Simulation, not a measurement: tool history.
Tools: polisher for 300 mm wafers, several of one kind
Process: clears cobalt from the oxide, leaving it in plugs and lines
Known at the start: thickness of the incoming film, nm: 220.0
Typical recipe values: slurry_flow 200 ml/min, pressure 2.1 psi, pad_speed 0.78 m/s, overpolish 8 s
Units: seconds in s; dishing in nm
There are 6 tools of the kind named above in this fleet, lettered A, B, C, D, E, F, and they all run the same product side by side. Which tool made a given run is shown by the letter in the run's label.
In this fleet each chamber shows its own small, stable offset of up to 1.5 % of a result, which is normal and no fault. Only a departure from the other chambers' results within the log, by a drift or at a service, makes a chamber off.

At hour 4.2: chamber A: worn pad replaced by a new one.
Run 1F, hour 15.1: usual settings. Result: seconds 52.172 s, dishing 25.900 nm.
At hour 20.9: chamber E: worn pad replaced by a new one.
Run 2E, hour 22.5: usual settings. Result: seconds 52.515 s, dishing 26.642 nm.
Run 3B, hour 31.7: usual settings. Result: seconds 52.374 s, dishing 25.974 nm.
At hour 32.3: chamber B: worn pad replaced by a new one.
At hour 32.7: chamber B: head pressure recalibrated.
Run 4A, hour 43.4: usual settings. Result: seconds 52.305 s, dishing 26.055 nm.
At hour 54.3: chamber D: worn pad replaced by a new one.
Run 5D, hour 58.6: usual settings. Result: seconds 51.052 s, dishing 26.282 nm.
Run 6C, hour 70.9: usual settings. Result: seconds 52.603 s, dishing 26.297 nm.
At hour 72.8: chamber C: worn pad replaced by a new one.
At hour 79.9: chamber F: worn pad replaced by a new one.
Run 7D, hour 82.4: usual settings. Result: seconds 51.299 s, dishing 25.486 nm.
Run 8A, hour 94.6: usual settings. Result: seconds 52.112 s, dishing 26.373 nm.
Run 9E, hour 103.4: usual settings but slurry_flow 175 ml/min, pressure 1.7 psi. Result: seconds 66.170 s, dishing 22.686 nm.
At hour 105.2: chamber E: worn pad replaced by a new one.
Run 10C, hour 111.0: usual settings but slurry_flow 175 ml/min, pressure 1.7 psi. Result: seconds 65.497 s, dishing 22.061 nm.
At hour 111.2: chamber F: head pressure recalibrated.
At hour 112.8: chamber A: worn pad replaced by a new one.
At hour 118.2: chamber B: worn pad replaced by a new one.
Run 11B, hour 122.4: usual settings but slurry_flow 175 ml/min, pressure 1.7 psi. Result: seconds 63.931 s, dishing 21.587 nm.
Run 12F, hour 130.9: usual settings but slurry_flow 175 ml/min, pressure 1.7 psi. Result: seconds 65.527 s, dishing 21.460 nm.
Run 13A, hour 141.0: usual settings but slurry_flow 175 ml/min, pressure 1.7 psi. Result: seconds 65.206 s, dishing 22.036 nm.
Run 14C, hour 155.7: usual settings but slurry_flow 175 ml/min, pressure 1.7 psi. Result: seconds 65.653 s, dishing 22.107 nm.
At hour 158.1: chamber D: worn pad replaced by a new one.
At hour 162.6: chamber A: slurry nozzle cleaned.
At hour 170.3: chamber C: worn pad replaced by a new one.
Run 15F, hour 172.0: usual settings. Result: seconds 51.188 s, dishing 25.907 nm.
At hour 173.6: chamber F: worn pad replaced by a new one.
Run 16E, hour 187.6: usual settings. Result: seconds 51.223 s, dishing 26.646 nm.
Run 17D, hour 198.5: usual settings. Result: seconds 51.373 s, dishing 26.364 nm.
Run 18B, hour 209.2: usual settings. Result: seconds 50.821 s, dishing 26.281 nm.
At hour 213.9: chamber A: worn pad replaced by a new one.
At hour 214.2: chamber E: worn pad replaced by a new one.
At hour 219.6: chamber B: worn pad replaced by a new one.
Run 19B, hour 220.3: usual settings. Result: seconds 51.206 s, dishing 26.572 nm.
Run 20E, hour 231.1: usual settings. Result: seconds 51.907 s, dishing 26.787 nm.
Run 21C, hour 241.4: usual settings. Result: seconds 52.650 s, dishing 25.947 nm.
At hour 243.3: chamber D: worn pad replaced by a new one.
Run 22F, hour 252.5: usual settings. Result: seconds 50.979 s, dishing 25.999 nm.
At hour 258.8: chamber F: slurry nozzle cleaned.
Run 23A, hour 264.9: usual settings. Result: seconds 51.875 s, dishing 26.361 nm.
At hour 266.7: chamber C: worn pad replaced by a new one.
At hour 271.7: chamber F: worn pad replaced by a new one.
At hour 277.2: chamber C: head pressure recalibrated.
At hour 278.3: chamber D: slurry nozzle cleaned.
Run 24D, hour 280.8: usual settings. Result: seconds 51.098 s, dishing 26.641 nm.
Run 25C, hour 288.9: usual settings. Result: seconds 54.093 s, dishing 25.368 nm.
At hour 297.3: chamber E: worn pad replaced by a new one.
Run 26E, hour 297.9: usual settings. Result: seconds 52.375 s, dishing 26.879 nm.
Run 27A, hour 306.9: usual settings but pad_speed 1.04 m/s. Result: seconds 38.991 s, dishing 32.634 nm.
Run 28D, hour 321.4: usual settings but pad_speed 1.04 m/s. Result: seconds 38.319 s, dishing 33.215 nm.
At hour 323.7: chamber D: head pressure recalibrated.
At hour 327.6: chamber A: worn pad replaced by a new one.
At hour 329.5: chamber B: worn pad replaced by a new one.
Run 29F, hour 334.8: usual settings but pad_speed 1.04 m/s. Result: seconds 38.803 s, dishing 32.024 nm.
Run 30B, hour 344.7: usual settings but pad_speed 1.04 m/s. Result: seconds 38.833 s, dishing 32.275 nm.
At hour 346.6: chamber D: worn pad replaced by a new one.
Run 31E, hour 357.2: usual settings but pad_speed 1.04 m/s. Result: seconds 39.016 s, dishing 32.519 nm.
At hour 361.3: chamber C: worn pad replaced by a new one.
Run 32D, hour 365.0: usual settings but pad_speed 1.04 m/s. Result: seconds 38.503 s, dishing 31.345 nm.
At hour 369.8: chamber F: worn pad replaced by a new one.
Run 33B, hour 376.3: usual settings. Result: seconds 52.222 s, dishing 26.688 nm.
At hour 391.6: chamber E: worn pad replaced by a new one.
Run 34A, hour 392.9: usual settings. Result: seconds 51.950 s, dishing 26.306 nm.
Run 35C, hour 401.3: usual settings. Result: seconds 55.987 s, dishing 25.578 nm.
Run 36F, hour 414.2: usual settings but pressure 1.5 psi, overpolish 6 s. Result: seconds 72.259 s, dishing 16.064 nm.
Run 37F, hour 424.3: usual settings but pressure 1.5 psi, overpolish 6 s. Result: seconds 72.453 s, dishing 16.201 nm.
At hour 431.7: chamber B: worn pad replaced by a new one.
Run 38A, hour 432.8: usual settings but pressure 1.5 psi, overpolish 6 s. Result: seconds 73.255 s, dishing 15.567 nm.
Run 39E, hour 442.2: usual settings but pressure 1.5 psi, overpolish 6 s. Result: seconds 71.453 s, dishing 15.857 nm.
At hour 442.9: chamber D: worn pad replaced by a new one.
At hour 453.0: chamber C: worn pad replaced by a new one.
Run 40C, hour 454.7: usual settings but pressure 1.5 psi, overpolish 6 s. Result: seconds 78.329 s, dishing 15.535 nm.
Run 41D, hour 469.0: usual settings but pressure 1.5 psi, overpolish 6 s. Result: seconds 72.819 s, dishing 15.692 nm.
Run 42B, hour 483.8: usual settings. Result: seconds 50.962 s, dishing 25.952 nm.

Has any chamber moved away from the others, gradually or after a service, or does the common gauge drift, or do the chambers differ only by their own small steady offsets? State the chamber and the most likely cause if one applies.

One chamber, C, drifts off from the rest bit by bit.
Likeliest cause: slurry flow missing at the pad, % = 37.8.

Chamber C could run next with any of the 4 candidate recipes listed below; each alters the usual settings, and their results appear as question marks. Which one brings its results back in line with what the other chambers deliver on the usual settings?
In line here means within this much of the mean the other chambers give on the usual settings: seconds 2.000 s; dishing 1.600 nm
Run 43C-1, hour 495.8: usual settings but pad_speed 0.76 m/s. Result: seconds ?, dishing ?.
Run 43C-2, hour 495.8: usual settings but pad_speed 0.80 m/s. Result: seconds ?, dishing ?.
Run 43C-3, hour 495.8: usual settings but pressure 2.2 psi, pad_speed 0.82 m/s. Result: seconds ?, dishing ?.
Run 43C-4, hour 495.8: usual settings but pressure 2.0 psi, pad_speed 0.74 m/s. Result: seconds ?, dishing ?.

Average result of the remaining chambers running the usual settings: seconds 51.521 s; dishing 26.233 nm
  run  seconds  dishing
43C-1   58.192   24.141
43C-2   55.290   25.112
43C-3   51.490   26.506
43C-4   62.753   22.753
The answer is 43C-3, which returns the chamber to within the allowed miss of the others.
